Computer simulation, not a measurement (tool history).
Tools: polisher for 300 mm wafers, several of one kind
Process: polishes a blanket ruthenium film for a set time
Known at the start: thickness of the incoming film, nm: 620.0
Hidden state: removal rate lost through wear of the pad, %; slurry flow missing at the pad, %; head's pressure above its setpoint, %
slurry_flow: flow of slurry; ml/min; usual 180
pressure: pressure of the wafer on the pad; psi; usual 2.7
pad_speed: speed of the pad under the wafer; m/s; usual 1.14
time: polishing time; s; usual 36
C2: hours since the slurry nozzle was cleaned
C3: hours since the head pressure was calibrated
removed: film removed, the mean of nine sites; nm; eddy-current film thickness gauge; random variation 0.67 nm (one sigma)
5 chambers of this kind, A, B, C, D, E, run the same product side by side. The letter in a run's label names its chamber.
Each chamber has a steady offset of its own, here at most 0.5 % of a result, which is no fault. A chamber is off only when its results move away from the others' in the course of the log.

{"hour": 6.6, "done": "chamber D: worn pad replaced by a new one"}
{"run": "1D", "hour": 12.3, "slurry_flow": 180, "pressure": 2.7, "pad_speed": 1.14, "time": 36, "wafers polished on this pad": 69, "C2": 565, "C3": 77.8, "removed": 69.637}
{"hour": 17.8, "done": "chamber A: worn pad replaced by a new one"}
{"run": "2C", "hour": 26.5, "slurry_flow": 180, "pressure": 2.7, "pad_speed": 1.14, "time": 36, "wafers polished on this pad": 519, "C2": 114.2, "C3": 158.1, "removed": 71.179}
{"run": "3E", "hour": 34.7, "slurry_flow": 180, "pressure": 2.7, "pad_speed": 1.14, "time": 36, "wafers polished on this pad": 1034, "C2": 98.3, "C3": 379.7, "removed": 69.69}
{"run": "4B", "hour": 46.2, "slurry_flow": 180, "pressure": 2.7, "pad_speed": 1.14, "time": 36, "wafers polished on this pad": 754, "C2": 673.7, "C3": 654.3, "removed": 68.14}
{"run": "5A", "hour": 56.6, "slurry_flow": 180, "pressure": 2.7, "pad_speed": 1.14, "time": 36, "wafers polished on this pad": 470, "C2": 80.2, "C3": 740.9, "removed": 69.135}
{"run": "6E", "hour": 68.6, "slurry_flow": 180, "pressure": 2.7, "pad_speed": 1.14, "time": 36, "wafers polished on this pad": 1445, "C2": 132.2, "C3": 413.6, "removed": 70.662}
{"hour": 70.2, "done": "chamber E: worn pad replaced by a new one"}
{"hour": 70.3, "done": "chamber B: worn pad replaced by a new one"}
{"run": "7D", "hour": 79.9, "slurry_flow": 180, "pressure": 2.7, "pad_speed": 1.14, "time": 36, "wafers polished on this pad": 889, "C2": 632.6, "C3": 145.4, "removed": 70.358}
{"hour": 81.0, "done": "chamber C: worn pad replaced by a new one"}
{"run": "8A", "hour": 89.1, "slurry_flow": 180, "pressure": 2.7, "pad_speed": 1.14, "time": 36, "wafers polished on this pad": 865, "C2": 112.7, "C3": 773.4, "removed": 70.066}
{"hour": 91.6, "done": "chamber D: worn pad replaced by a new one"}
{"run": "9B", "hour": 95.9, "slurry_flow": 180, "pressure": 2.7, "pad_speed": 1.14, "time": 36, "wafers polished on this pad": 310, "C2": 723.4, "C3": 704, "removed": 70.186}
{"hour": 99.4, "done": "chamber D: slurry nozzle cleaned"}
{"hour": 105.5, "done": "chamber A: worn pad replaced by a new one"}
{"run": "10C", "hour": 106.6, "slurry_flow": 180, "pressure": 2.7, "pad_speed": 1.14, "time": 29, "wafers polished on this pad": 311, "C2": 194.3, "C3": 238.2, "removed": 56.736}
{"run": "11A", "hour": 117.8, "slurry_flow": 180, "pressure": 2.7, "pad_speed": 1.14, "time": 29, "wafers polished on this pad": 150, "C2": 141.4, "C3": 802.1, "removed": 55.831}
{"run": "12D", "hour": 125.2, "slurry_flow": 180, "pressure": 2.7, "pad_speed": 1.14, "time": 29, "wafers polished on this pad": 408, "C2": 25.9, "C3": 190.7, "removed": 56.4}
{"run": "13E", "hour": 133.4, "slurry_flow": 180, "pressure": 2.7, "pad_speed": 1.14, "time": 29, "wafers polished on this pad": 767, "C2": 197, "C3": 478.4, "removed": 56.854}
{"run": "14C", "hour": 140.7, "slurry_flow": 180, "pressure": 2.7, "pad_speed": 1.14, "time": 29, "wafers polished on this pad": 725, "C2": 228.4, "C3": 272.3, "removed": 56.572}
{"hour": 145.5, "done": "chamber E: head pressure recalibrated"}
{"hour": 145.6, "done": "chamber B: worn pad replaced by a new one"}
{"run": "15B", "hour": 154.4, "slurry_flow": 180, "pressure": 3, "pad_speed": 1.14, "time": 36, "wafers polished on this pad": 107, "C2": 781.9, "C3": 762.5, "removed": 77.796}
{"run": "16B", "hour": 166.0, "slurry_flow": 180, "pressure": 3, "pad_speed": 1.14, "time": 36, "wafers polished on this pad": 248, "C2": 793.5, "C3": 774.1, "removed": 78.018}
{"hour": 166.1, "done": "chamber B: slurry nozzle cleaned"}
{"hour": 172.3, "done": "chamber C: slurry nozzle cleaned"}
{"hour": 174.8, "done": "chamber E: worn pad replaced by a new one"}
{"run": "17E", "hour": 177.3, "slurry_flow": 180, "pressure": 3, "pad_speed": 1.14, "time": 36, "wafers polished on this pad": 30, "C2": 240.9, "C3": 31.8, "removed": 84.066}
{"hour": 188.9, "done": "chamber D: worn pad replaced by a new one"}
{"run": "18A", "hour": 191.6, "slurry_flow": 180, "pressure": 3, "pad_speed": 1.14, "time": 36, "wafers polished on this pad": 1045, "C2": 215.2, "C3": 875.9, "removed": 77.761}
{"hour": 195.4, "done": "chamber A: worn pad replaced by a new one"}
{"run": "19C", "hour": 206.1, "slurry_flow": 180, "pressure": 3, "pad_speed": 1.14, "time": 36, "wafers polished on this pad": 1518, "C2": 33.9, "C3": 337.7, "removed": 79.117}
{"hour": 209.7, "done": "chamber C: worn pad replaced by a new one"}
{"run": "20D", "hour": 215.9, "slurry_flow": 180, "pressure": 2.7, "pad_speed": 1.14, "time": 36, "wafers polished on this pad": 328, "C2": 116.6, "C3": 281.4, "removed": 70.524}
{"hour": 226.1, "done": "chamber B: worn pad replaced by a new one"}
{"run": "21D", "hour": 229.0, "slurry_flow": 180, "pressure": 2.7, "pad_speed": 1.14, "time": 36, "wafers polished on this pad": 486, "C2": 129.7, "C3": 294.5, "removed": 70.623}
{"run": "22C", "hour": 237.8, "slurry_flow": 180, "pressure": 2.7, "pad_speed": 1.14, "time": 36, "wafers polished on this pad": 340, "C2": 65.6, "C3": 369.4, "removed": 69.453}
{"run": "23E", "hour": 248.4, "slurry_flow": 180, "pressure": 2.7, "pad_speed": 1.14, "time": 36, "wafers polished on this pad": 892, "C2": 312, "C3": 102.9, "removed": 77.441}
{"run": "24A", "hour": 263.1, "slurry_flow": 180, "pressure": 2.7, "pad_speed": 1.14, "time": 36, "wafers polished on this pad": 821, "C2": 286.7, "C3": 947.4, "removed": 69.373}
{"hour": 265.4, "done": "chamber D: worn pad replaced by a new one"}
{"run": "25B", "hour": 271.5, "slurry_flow": 180, "pressure": 2.7, "pad_speed": 0.94, "time": 41, "wafers polished on this pad": 551, "C2": 105.5, "C3": 879.6, "removed": 65.729}
{"hour": 279.8, "done": "chamber E: slurry nozzle cleaned"}
{"hour": 280.1, "done": "chamber A: worn pad replaced by a new one"}
{"run": "26A", "hour": 283.2, "slurry_flow": 180, "pressure": 2.7, "pad_speed": 0.94, "time": 41, "wafers polished on this pad": 38, "C2": 306.8, "C3": 967.5, "removed": 65.205}
{"hour": 284.6, "done": "chamber E: worn pad replaced by a new one"}
{"run": "27C", "hour": 291.5, "slurry_flow": 180, "pressure": 2.7, "pad_speed": 0.94, "time": 41, "wafers polished on this pad": 992, "C2": 119.3, "C3": 423.1, "removed": 66.388}
{"run": "28E", "hour": 305.9, "slurry_flow": 180, "pressure": 2.7, "pad_speed": 0.94, "time": 41, "wafers polished on this pad": 259, "C2": 26.2, "C3": 160.4, "removed": 71.815}
{"hour": 310.6, "done": "chamber B: head pressure recalibrated"}
{"hour": 314.2, "done": "chamber A: slurry nozzle cleaned"}
{"hour": 317.2, "done": "chamber A: head pressure recalibrated"}
{"run": "29D", "hour": 319.0, "slurry_flow": 180, "pressure": 2.7, "pad_speed": 0.94, "time": 41, "wafers polished on this pad": 651, "C2": 219.7, "C3": 384.5, "removed": 66.653}
{"hour": 320.1, "done": "chamber B: worn pad replaced by a new one"}
{"hour": 322.5, "done": "chamber C: worn pad replaced by a new one"}
{"run": "30B", "hour": 329.9, "slurry_flow": 180, "pressure": 2.7, "pad_speed": 1.14, "time": 36, "wafers polished on this pad": 119, "C2": 163.9, "C3": 19.4, "removed": 68.962}
{"run": "31A", "hour": 342.4, "slurry_flow": 180, "pressure": 2.7, "pad_speed": 1.14, "time": 36, "wafers polished on this pad": 756, "C2": 28.2, "C3": 25.2, "removed": 69.377}
{"run": "32D", "hour": 356.5, "slurry_flow": 180, "pressure": 2.7, "pad_speed": 1.14, "time": 36, "wafers polished on this pad": 1105, "C2": 257.2, "C3": 422, "removed": 71.634}
{"run": "33E", "hour": 370.5, "slurry_flow": 180, "pressure": 2.7, "pad_speed": 1.14, "time": 36, "wafers polished on this pad": 1042, "C2": 90.8, "C3": 225, "removed": 77.313}
{"run": "34C", "hour": 382.3, "slurry_flow": 180, "pressure": 2.7, "pad_speed": 1.14, "time": 36, "wafers polished on this pad": 726, "C2": 210.1, "C3": 513.9, "removed": 70.158}
{"run": "35B", "hour": 390.5, "slurry_flow": 180, "pressure": 2.7, "pad_speed": 1.14, "time": 36, "wafers polished on this pad": 853, "C2": 224.5, "C3": 80, "removed": 69.092}
{"hour": 393.0, "done": "chamber E: worn pad replaced by a new one"}
{"run": "36C", "hour": 405.3, "slurry_flow": 180, "pressure": 2.7, "pad_speed": 1.14, "time": 36, "wafers polished on this pad": 1005, "C2": 233.1, "C3": 536.9, "removed": 69.683}
{"hour": 416.8, "done": "chamber B: worn pad replaced by a new one"}
{"run": "37E", "hour": 417.6, "slurry_flow": 180, "pressure": 2.7, "pad_speed": 1.14, "time": 36, "wafers polished on this pad": 299, "C2": 137.9, "C3": 272.1, "removed": 76.008}
{"run": "38B", "hour": 429.5, "slurry_flow": 180, "pressure": 2.7, "pad_speed": 1.14, "time": 36, "wafers polished on this pad": 154, "C2": 263.5, "C3": 119, "removed": 69.308}

What goes on in this fleet: one chamber off, a drifting gauge, or nothing beyond the chambers' own small offsets? Name the chamber and the cause, if any.

A service left chamber E off against the others.
Cause: head's pressure above its setpoint, % = 10.3.

Here are 4 candidates for chamber E's next run, each the usual settings with a change, their results left as question marks. Which one brings its results back in line with what the others give on the usual settings?
In line means no further than this from the other chambers' mean on the usual settings: removed 2.3 nm
{"run": "39E-1", "hour": 440.4, "slurry_flow": 230, "pressure": 2.7, "pad_speed": 1.14, "time": 36, "removed": "?"}
{"run": "39E-2", "hour": 440.4, "slurry_flow": 180, "pressure": 2.7, "pad_speed": 1.12, "time": 35, "removed": "?"}
{"run": "39E-3", "hour": 440.4, "slurry_flow": 180, "pressure": 2.6, "pad_speed": 1.1, "time": 35, "removed": "?"}
{"run": "39E-4", "hour": 440.4, "slurry_flow": 180, "pressure": 2.7, "pad_speed": 1.2, "time": 38, "removed": "?"}

The other chambers' mean on the usual settings: removed 69.732 nm
run=39E-1 removed=79.355
run=39E-2 removed=73.382
run=39E-3 removed=69.45
run=39E-4 removed=85.331
39E-3 brings the chamber back in line.

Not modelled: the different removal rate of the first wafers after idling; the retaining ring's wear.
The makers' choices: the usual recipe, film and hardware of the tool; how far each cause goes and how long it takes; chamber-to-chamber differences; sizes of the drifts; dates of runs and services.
